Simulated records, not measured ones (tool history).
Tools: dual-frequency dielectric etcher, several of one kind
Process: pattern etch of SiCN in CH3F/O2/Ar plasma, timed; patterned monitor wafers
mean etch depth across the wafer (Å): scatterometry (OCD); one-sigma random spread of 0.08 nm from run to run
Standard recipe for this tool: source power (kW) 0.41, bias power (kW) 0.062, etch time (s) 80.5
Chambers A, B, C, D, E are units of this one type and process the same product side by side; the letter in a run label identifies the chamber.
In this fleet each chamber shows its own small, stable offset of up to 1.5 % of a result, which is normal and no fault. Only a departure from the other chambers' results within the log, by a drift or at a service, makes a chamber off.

| run | hour | source power (kW) | bias power (kW) | etch time (s) | read-back reference wafer on the same gauge, depth_nm | mean etch depth across the wafer (Å) |
|---|---|---|---|---|---|---|
| 1C | 6.2 | 0.41 | 0.062 | 80.5 | 31.799 | 290.82 |
| 2B | 13.8 | 0.41 | 0.062 | 80.5 | 31.797 | 291.71 |
| 3A | 21.8 | 0.41 | 0.062 | 80.5 | 31.808 | 293.94 |
| 4D | 27.7 | 0.41 | 0.062 | 80.5 | 31.788 | 290.17 |
| 5E | 33.7 | 0.41 | 0.062 | 80.5 | 31.801 | 290.19 |
| 6D | 44.4 | 0.41 | 0.062 | 80.5 | 31.787 | 288.8 |
| 7C | 49.9 | 0.41 | 0.062 | 80.5 | 31.801 | 289.89 |
| 8E | 60.5 | 0.41 | 0.062 | 80.5 | 31.794 | 289.64 |
|  | 60.8 | chamber D: wet clean of the chamber |
| 9A | 67 | 0.41 | 0.062 | 80.5 | 31.804 | 293.43 |
| 10B | 74.5 | 0.41 | 0.062 | 80.5 | 31.769 | 290.55 |
| 11C | 81.5 | 0.41 | 0.062 | 80.5 | 31.8 | 290.39 |
| 12D | 90.5 | 0.41 | 0.062 | 80.5 | 31.818 | 288.41 |
| 13A | 102.8 | 0.41 | 0.062 | 80.5 | 31.804 | 293.8 |
| 14E | 113.3 | 0.41 | 0.062 | 80.5 | 31.788 | 287.32 |
| 15B | 120.4 | 0.41 | 0.062 | 80.5 | 31.783 | 291.18 |
| 16B | 126.3 | 0.41 | 0.062 | 80.5 | 31.796 | 292.67 |
| 17D | 132 | 0.41 | 0.062 | 80.5 | 31.804 | 288.36 |
| 18E | 138.3 | 0.41 | 0.062 | 80.5 | 31.806 | 287.9 |
| 19C | 149.2 | 0.41 | 0.062 | 80.5 | 31.778 | 292.05 |
| 20A | 158.8 | 0.36 | 0.062 | 80.5 | 31.798 | 278.7 |
| 21E | 169.1 | 0.36 | 0.062 | 80.5 | 31.794 | 272.28 |
|  | 171.3 | chamber D: bias power generator calibrated |
| 22D | 177.4 | 0.36 | 0.062 | 80.5 | 31.798 | 274.66 |
| 23C | 189.8 | 0.36 | 0.062 | 80.5 | 31.811 | 276.78 |
| 24A | 196.8 | 0.36 | 0.062 | 80.5 | 31.779 | 279.05 |
| 25B | 205.3 | 0.41 | 0.055 | 58.5 | 31.812 | 202.65 |
| 26D | 213.7 | 0.41 | 0.055 | 58.5 | 31.811 | 200.89 |
| 27B | 224.7 | 0.41 | 0.055 | 58.5 | 31.806 | 203.25 |
|  | 228 | chamber B: source power generator calibrated |
| 28A | 234.4 | 0.41 | 0.055 | 58.5 | 31.787 | 204.45 |
| 29C | 241.7 | 0.41 | 0.055 | 58.5 | 31.778 | 202.88 |
| 30E | 252.7 | 0.32 | 0.074 | 80.5 | 31.821 | 273.86 |
| 31C | 261 | 0.32 | 0.074 | 80.5 | 31.801 | 281.72 |
| 32A | 269.1 | 0.32 | 0.074 | 80.5 | 31.819 | 282.78 |
| 33D | 279.3 | 0.32 | 0.074 | 80.5 | 31.796 | 278.85 |
| 34B | 287.1 | 0.32 | 0.074 | 80.5 | 31.814 | 281.46 |
| 35E | 295 | 0.41 | 0.062 | 80.5 | 31.802 | 282.67 |
|  | 304.6 | chamber B: wet clean of the chamber |
| 36B | 305.9 | 0.41 | 0.062 | 80.5 | 31.797 | 291.7 |
| 37C | 317.5 | 0.48 | 0.055 | 80.5 | 31.773 | 297.31 |
| 38D | 327.8 | 0.48 | 0.055 | 80.5 | 31.778 | 293.38 |
| 39A | 339.7 | 0.48 | 0.055 | 80.5 | 31.798 | 299.12 |
| 40E | 351.5 | 0.48 | 0.055 | 80.5 | 31.788 | 288.67 |

Decide between three cases: one chamber stands off from its peers, the gauge reading all wafers drifts, or nothing is wrong past each chamber's small offset. Where a chamber is off, say which and what most likely put it there.

It is chamber E that slowly wanders off from its peers.
What lies behind it: etch rate under this chamber's usual, % = 2.98.

Which of the 4 candidates below, each the usual settings with something changed and its results left as question marks, puts chamber E back in line with what the other chambers give on the usual settings?
In line here means within this much of the mean the other chambers give on the usual settings: mean etch depth across the wafer (Å) 2.8
| 41E-1 | 360.5 | 0.41 | 0.061 | 76 |  | ? |
| 41E-2 | 360.5 | 0.41 | 0.062 | 78 |  | ? |
| 41E-3 | 360.5 | 0.41 | 0.062 | 83.5 |  | ? |
| 41E-4 | 360.5 | 0.42 | 0.063 | 84.5 |  | ? |

The other chambers' mean on the usual settings: mean etch depth across the wafer (Å) 290.86
| run | mean etch depth across the wafer (Å) |
|---|---|
| 41E-1 | 264 |
| 41E-2 | 272.43 |
| 41E-3 | 291.64 |
| 41E-4 | 299.49 |
41E-3 puts the chamber back in line with the other chambers.
